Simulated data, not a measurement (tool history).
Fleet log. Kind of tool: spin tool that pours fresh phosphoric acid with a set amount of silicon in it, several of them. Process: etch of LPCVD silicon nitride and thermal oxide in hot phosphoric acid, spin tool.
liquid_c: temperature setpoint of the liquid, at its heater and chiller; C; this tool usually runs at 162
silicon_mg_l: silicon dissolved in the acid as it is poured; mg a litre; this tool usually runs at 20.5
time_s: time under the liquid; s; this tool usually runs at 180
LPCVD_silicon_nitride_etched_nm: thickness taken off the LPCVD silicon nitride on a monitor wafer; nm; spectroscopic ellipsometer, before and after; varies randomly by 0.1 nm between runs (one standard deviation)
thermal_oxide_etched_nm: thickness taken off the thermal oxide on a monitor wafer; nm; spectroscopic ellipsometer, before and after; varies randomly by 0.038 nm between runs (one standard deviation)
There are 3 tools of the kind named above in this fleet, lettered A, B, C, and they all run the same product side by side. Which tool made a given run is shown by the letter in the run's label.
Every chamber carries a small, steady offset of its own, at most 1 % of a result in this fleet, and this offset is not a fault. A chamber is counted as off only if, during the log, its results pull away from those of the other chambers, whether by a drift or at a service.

run	hour	liquid_c	silicon_mg_l	time_s	hours since the thermometer was replaced	hours since the dissolved silicon flow meter was replaced	hours since the heated supply line was repaired	read-back film thickness of the LPCVD silicon nitride reference wafer, read on the same gauge (nm)	read-back film thickness of the thermal oxide reference wafer, read on the same gauge (nm)	LPCVD_silicon_nitride_etched_nm	thermal_oxide_etched_nm
1A	3.8	162	20.5	180	1873.8	76.1	1978.1	60.014	50.008	17.131	0.33634
2B	9.5	162	20.5	180	1279.8	126.1	2315.7	59.991	50.007	17.066	0.36744
3C	16.6	162	20.5	180	1387.8	305.8	301.2	60.008	49.999	17.136	0.34282
4C	21	162	20.5	180	1392.2	310.2	305.6	60.034	49.975	17.27	0.39988
5A	27.7	162	20.5	180	1897.7	100	2002	60.011	50.011	17.024	0.29029
6B	34.4	162	20.5	180	1304.7	151	2340.6	59.957	50	17.084	0.41587
7C	38.7	162	20.5	180	1409.9	327.9	323.3	60.005	49.985	17.197	0.3634
8A	42.1	162	20.5	180	1912.1	114.4	2016.4	59.996	50.028	17.178	0.3139
9B	46.8	162	20.5	180	1317.1	163.4	2353	59.995	50.016	17.078	0.33785
10B	50.4	162	20.5	180	1320.7	167	2356.6	60.008	50.007	17.229	0.35739
11A	55.1	162	20.5	180	1925.1	127.4	2029.4	59.991	49.971	16.995	0.35957
12C	61.3	162	20.5	180	1432.5	350.5	345.9	60.006	49.99	16.956	0.36804
13A	67.6	162	20.5	180	1937.6	139.9	2041.9	60.01	50.009	17.042	0.35908
14B	74.1	162	20.5	180	1344.4	190.7	2380.3	60.01	49.986	16.878	0.32325
# hour 79.9: chamber A: heated supply line repaired
15C	80.8	162	20.5	180	1452	370	365.4	60.009	50.01	17.075	0.34669
16C	87.3	163.5	20.5	180	1458.5	376.5	371.9	59.976	49.982	17.881	0.40901
17B	90.8	163.5	20.5	180	1361.1	207.4	2397	59.999	49.96	17.963	0.44844
18A	95.7	163.5	20.5	180	1965.7	168	15.9	60.014	49.977	17.869	0.3399
19B	102.6	162	20.5	180	1372.9	219.2	2408.8	59.971	49.995	17.211	0.40302
20C	108.6	162	20.5	180	1479.8	397.8	393.2	59.995	50.026	17.213	0.35078
21A	112.8	164	10.5	180	1982.8	185.1	33	59.995	50.018	18.081	0.61058
22A	120.2	164	10.5	180	1990.2	192.5	40.4	60.013	50.041	17.991	0.48139
23C	126.2	164	10.5	180	1497.4	415.4	410.8	60.009	49.989	18.312	0.43097
24B	133.5	162	20.5	180	1403.8	250.1	2439.7	59.988	49.994	17.047	0.34852
25A	140.8	162	20.5	180	2010.8	213.1	61	59.975	50.01	17.077	0.35502
26B	145.1	162	20.5	180	1415.4	261.7	2451.3	60.005	50.02	17.113	0.36301
27C	149.8	162	20.5	180	1521	439	434.4	59.952	50.018	17.071	0.42505
28C	154.2	162	20.5	180	1525.4	443.4	438.8	59.973	50.022	17.321	0.35762
29B	161.2	162	20.5	180	1431.5	277.8	2467.4	60.029	50.005	17.178	0.30778
30A	167.3	162	20.5	180	2037.3	239.6	87.5	59.986	50.019	17.195	0.39932
31C	174.1	162	20.5	180	1545.3	463.3	458.7	60.01	50.008	17.212	0.3267
32B	180.6	162	20.5	180	1450.9	297.2	2486.8	60.018	50.013	17.03	0.32662

Read the log: is a single chamber off, either drifting away or since a service, is the gauge that measures every chamber drifting, or is nothing wrong beyond small per-chamber offsets? Name any odd chamber and what most likely caused it.

Neither any chamber nor the gauge drifts; the chambers differ only by their own small, steady offsets.
